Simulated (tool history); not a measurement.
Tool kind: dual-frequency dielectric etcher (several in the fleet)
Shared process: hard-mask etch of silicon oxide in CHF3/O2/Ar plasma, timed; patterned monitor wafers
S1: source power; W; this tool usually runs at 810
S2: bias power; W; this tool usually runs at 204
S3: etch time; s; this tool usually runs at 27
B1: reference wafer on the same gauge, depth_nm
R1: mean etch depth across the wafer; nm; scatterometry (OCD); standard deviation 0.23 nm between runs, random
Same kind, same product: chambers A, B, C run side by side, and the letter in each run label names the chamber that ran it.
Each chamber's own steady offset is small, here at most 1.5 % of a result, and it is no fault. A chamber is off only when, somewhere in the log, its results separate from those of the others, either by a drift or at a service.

| run | hour | S1 | S2 | S3 | B1 | R1 |
|---|---|---|---|---|---|---|
| 1A | 6.9 | 810 | 204 | 27 | 55.3 | 63.054 |
| 2B | 16.5 | 810 | 204 | 27 | 55.286 | 61.978 |
| 3C | 25.5 | 810 | 204 | 27 | 55.343 | 62.578 |
| 4C | 34.7 | 810 | 204 | 27 | 55.273 | 62.105 |
| 5A | 40.1 | 980 | 177 | 27 | 55.36 | 65.249 |
| 6B | 46 | 980 | 177 | 27 | 55.335 | 63.486 |
| 7C | 52.3 | 980 | 177 | 27 | 55.271 | 63.728 |
| 8A | 57.2 | 810 | 204 | 27 | 55.281 | 63.188 |
| 9B | 61.8 | 810 | 204 | 27 | 55.267 | 62.425 |
| 10C | 71.8 | 810 | 204 | 27 | 55.33 | 62.348 |
| 11B | 77.4 | 810 | 204 | 27 | 55.314 | 62.078 |
| 12A | 86.4 | 810 | 204 | 27 | 55.321 | 63.562 |
| 13C | 95.8 | 810 | 204 | 27 | 55.328 | 61.8 |
| 14B | 101.4 | 810 | 204 | 27 | 55.263 | 61.778 |
| 15A | 108.8 | 810 | 204 | 27 | 55.298 | 63.214 |
| 16A | 113.9 | 810 | 204 | 27 | 55.281 | 62.95 |
| 17B | 121.8 | 810 | 204 | 27 | 55.296 | 61.837 |
| 18C | 130.2 | 810 | 204 | 27 | 55.314 | 61.989 |
| 19C | 135.8 | 810 | 204 | 27 | 55.269 | 61.454 |
| 20B | 140.9 | 810 | 204 | 27 | 55.328 | 61.978 |
| 21A | 148.6 | 810 | 204 | 27 | 55.308 | 63.203 |
| 22B | 157.3 | 810 | 204 | 27 | 55.296 | 61.765 |
| 23A | 166.8 | 810 | 204 | 27 | 55.367 | 63.199 |
| 24C | 175.9 | 810 | 162 | 27 | 55.312 | 56.795 |
| 25A | 181.8 | 810 | 162 | 27 | 55.288 | 58.792 |
| 26C | 186.3 | 810 | 162 | 27 | 55.313 | 56.946 |
| 27B | 195.5 | 810 | 204 | 27 | 55.314 | 61.906 |
| 28A | 202.5 | 810 | 204 | 27 | 55.338 | 63.008 |
| 29B | 210.1 | 810 | 204 | 27 | 55.268 | 61.548 |
| 30C | 215.9 | 810 | 186 | 27 | 55.289 | 59.329 |
| 31C | 221.4 | 810 | 186 | 27 | 55.285 | 59.092 |
| 32B | 226.1 | 810 | 186 | 27 | 55.361 | 59.88 |
| 33A | 232.1 | 810 | 204 | 27 | 55.358 | 62.925 |
| 34A | 237.4 | 810 | 204 | 27 | 55.245 | 63.284 |
| 35C | 245.4 | 810 | 204 | 27 | 55.284 | 61.092 |
| 36B | 252.3 | 810 | 204 | 27 | 55.312 | 61.805 |
| 37B | 261.5 | 950 | 165 | 27 | 55.283 | 61.726 |
| 38A | 266.8 | 950 | 165 | 27 | 55.327 | 62.695 |
| 39C | 273.2 | 950 | 165 | 27 | 55.257 | 60.206 |
| 40B | 279.5 | 810 | 204 | 31.5 | 55.351 | 72.426 |
| 41C | 284.4 | 810 | 204 | 31.5 | 55.271 | 70.971 |
| 42A | 292.6 | 810 | 204 | 31.5 | 55.296 | 74.063 |

The same settings go to every chamber for the next run, one line per chamber below. Forecast the results for each:
| 43A | 299.8 | 810 | 204 | 27 |  | ? |
| 43B | 299.8 | 810 | 204 | 27 |  | ? |
| 43C | 299.8 | 810 | 204 | 27 |  | ? |

| run | R1 |
|---|---|
| 43A | 63.675 |
| 43B | 61.743 |
| 43C | 60.633 |
